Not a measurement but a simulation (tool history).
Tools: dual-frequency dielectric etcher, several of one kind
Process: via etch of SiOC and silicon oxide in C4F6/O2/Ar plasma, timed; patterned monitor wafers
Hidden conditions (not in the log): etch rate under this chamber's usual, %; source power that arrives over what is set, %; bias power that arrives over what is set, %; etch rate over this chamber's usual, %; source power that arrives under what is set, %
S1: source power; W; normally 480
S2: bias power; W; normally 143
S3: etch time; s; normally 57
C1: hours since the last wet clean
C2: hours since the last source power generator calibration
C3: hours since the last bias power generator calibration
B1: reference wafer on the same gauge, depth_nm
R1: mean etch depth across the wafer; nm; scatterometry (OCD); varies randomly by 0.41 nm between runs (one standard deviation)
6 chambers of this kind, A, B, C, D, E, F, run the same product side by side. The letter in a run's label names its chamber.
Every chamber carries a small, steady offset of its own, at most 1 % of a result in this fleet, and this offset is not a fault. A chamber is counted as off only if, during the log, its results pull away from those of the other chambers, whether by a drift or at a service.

run 1D hour=13.7 | S1=480 S2=143 S3=57 | C1=478.3 C2=770.6 C3=1259.2 | B1=75.447 | R1=63.978
run 2E hour=27.7 | S1=480 S2=143 S3=57 | C1=237.4 C2=1562.5 C3=949.6 | B1=75.568 | R1=65.400
run 3B hour=40.4 | S1=480 S2=143 S3=57 | C1=70.4 C2=1739.4 C3=122.2 | B1=75.492 | R1=64.657
run 4F hour=52.1 | S1=480 S2=143 S3=57 | C1=334.7 C2=3062.0 C3=1588.5 | B1=75.519 | R1=65.654
-- hour=57.2 chamber D: wet clean of the chamber
run 5A hour=60.4 | S1=480 S2=143 S3=57 | C1=337.8 C2=1047.3 C3=665.5 | B1=75.461 | R1=64.709
run 6C hour=74.8 | S1=480 S2=143 S3=57 | C1=624.0 C2=477.6 C3=1380.4 | B1=75.456 | R1=65.772
run 7E hour=81.6 | S1=480 S2=143 S3=57 | C1=291.3 C2=1616.4 C3=1003.5 | B1=75.450 | R1=65.589
run 8C hour=92.5 | S1=480 S2=143 S3=57 | C1=641.7 C2=495.3 C3=1398.1 | B1=75.566 | R1=65.348
run 9A hour=99.4 | S1=480 S2=143 S3=57 | C1=376.8 C2=1086.3 C3=704.5 | B1=75.474 | R1=64.830
run 10F hour=110.7 | S1=480 S2=143 S3=57 | C1=393.3 C2=3120.6 C3=1647.1 | B1=75.602 | R1=64.811
-- hour=115.5 chamber C: wet clean of the chamber
run 11D hour=121.7 | S1=480 S2=143 S3=57 | C1=64.5 C2=878.6 C3=1367.2 | B1=75.614 | R1=63.666
run 12B hour=132.1 | S1=480 S2=143 S3=57 | C1=162.1 C2=1831.1 C3=213.9 | B1=75.495 | R1=64.651
run 13A hour=141.2 | S1=480 S2=143 S3=57 | C1=418.6 C2=1128.1 C3=746.3 | B1=75.612 | R1=64.095
run 14C hour=155.2 | S1=480 S2=143 S3=57 | C1=39.7 C2=558.0 C3=1460.8 | B1=75.396 | R1=65.746
run 15B hour=162.2 | S1=480 S2=143 S3=73 | C1=192.2 C2=1861.2 C3=244.0 | B1=75.424 | R1=82.773
run 16E hour=169.4 | S1=480 S2=143 S3=73 | C1=379.1 C2=1704.2 C3=1091.3 | B1=75.387 | R1=82.605
run 17F hour=183.2 | S1=480 S2=143 S3=73 | C1=465.8 C2=3193.1 C3=1719.6 | B1=75.443 | R1=83.381
run 18D hour=196.2 | S1=480 S2=143 S3=73 | C1=139.0 C2=953.1 C3=1441.7 | B1=75.611 | R1=82.411
run 19D hour=203.3 | S1=480 S2=143 S3=73 | C1=146.1 C2=960.2 C3=1448.8 | B1=75.619 | R1=83.167
run 20A hour=214.5 | S1=480 S2=143 S3=73 | C1=491.9 C2=1201.4 C3=819.6 | B1=75.503 | R1=81.470
run 21B hour=224.7 | S1=440 S2=143 S3=57 | C1=254.7 C2=1923.7 C3=306.5 | B1=75.400 | R1=62.985
run 22F hour=231.5 | S1=440 S2=143 S3=57 | C1=514.1 C2=3241.4 C3=1767.9 | B1=75.481 | R1=62.989
-- hour=239.6 chamber E: source power generator calibrated
run 23E hour=239.9 | S1=440 S2=143 S3=57 | C1=449.6 C2=0.3 C3=1161.8 | B1=75.496 | R1=62.774
run 24C hour=253.6 | S1=440 S2=143 S3=57 | C1=138.1 C2=656.4 C3=1559.2 | B1=75.432 | R1=62.531
run 25B hour=266.3 | S1=440 S2=143 S3=57 | C1=296.3 C2=1965.3 C3=348.1 | B1=75.463 | R1=62.787
run 26D hour=274.7 | S1=440 S2=143 S3=57 | C1=217.5 C2=1031.6 C3=1520.2 | B1=75.454 | R1=61.642
-- hour=275.2 chamber E: wet clean of the chamber
run 27F hour=286.8 | S1=480 S2=143 S3=57 | C1=569.4 C2=3296.7 C3=1823.2 | B1=75.485 | R1=64.714
run 28C hour=300.9 | S1=480 S2=143 S3=57 | C1=185.4 C2=703.7 C3=1606.5 | B1=75.473 | R1=64.161
-- hour=307.5 chamber B: wet clean of the chamber
run 29E hour=310.4 | S1=480 S2=143 S3=57 | C1=35.2 C2=70.8 C3=1232.3 | B1=75.471 | R1=65.040
run 30A hour=324.2 | S1=480 S2=143 S3=57 | C1=601.6 C2=1311.1 C3=929.3 | B1=75.509 | R1=63.037
run 31E hour=331.4 | S1=480 S2=143 S3=57 | C1=56.2 C2=91.8 C3=1253.3 | B1=75.597 | R1=64.668
-- hour=341.9 chamber F: wet clean of the chamber
run 32B hour=344.7 | S1=480 S2=143 S3=57 | C1=37.3 C2=2043.7 C3=426.5 | B1=75.624 | R1=64.742
run 33C hour=358.0 | S1=480 S2=143 S3=57 | C1=242.5 C2=760.8 C3=1663.6 | B1=75.569 | R1=65.531
run 34A hour=365.5 | S1=480 S2=143 S3=57 | C1=642.9 C2=1352.4 C3=970.6 | B1=75.461 | R1=62.879
run 35D hour=371.9 | S1=480 S2=143 S3=57 | C1=314.7 C2=1128.8 C3=1617.4 | B1=75.662 | R1=64.223
run 36F hour=383.0 | S1=480 S2=143 S3=57 | C1=41.2 C2=3392.9 C3=1919.4 | B1=75.549 | R1=65.421
run 37B hour=390.1 | S1=480 S2=143 S3=57 | C1=82.7 C2=2089.1 C3=471.9 | B1=75.463 | R1=64.592
run 38A hour=402.6 | S1=480 S2=143 S3=57 | C1=680.0 C2=1389.5 C3=1007.7 | B1=75.644 | R1=61.660
run 39D hour=409.7 | S1=480 S2=143 S3=57 | C1=352.5 C2=1166.6 C3=1655.2 | B1=75.352 | R1=64.235
run 40E hour=419.8 | S1=480 S2=143 S3=57 | C1=144.6 C2=180.2 C3=1341.7 | B1=75.521 | R1=65.019
run 41F hour=431.2 | S1=480 S2=143 S3=57 | C1=89.4 C2=3441.1 C3=1967.6 | B1=75.492 | R1=64.567
run 42C hour=444.5 | S1=480 S2=143 S3=57 | C1=329.0 C2=847.3 C3=1750.1 | B1=75.522 | R1=64.499

Next, all 6 chambers run the settings below, one line each with question marks for the results. What does each chamber give?
run 43A hour=455.2 | S1=600 S2=143 S3=57 | R1=?
run 43B hour=455.2 | S1=600 S2=143 S3=57 | R1=?
run 43C hour=455.2 | S1=600 S2=143 S3=57 | R1=?
run 43D hour=455.2 | S1=600 S2=143 S3=57 | R1=?
run 43E hour=455.2 | S1=600 S2=143 S3=57 | R1=?
run 43F hour=455.2 | S1=600 S2=143 S3=57 | R1=?

run=43A R1=68.271
run=43B R1=70.233
run=43C R1=70.927
run=43D R1=70.242
run=43E R1=70.465
run=43F R1=71.921
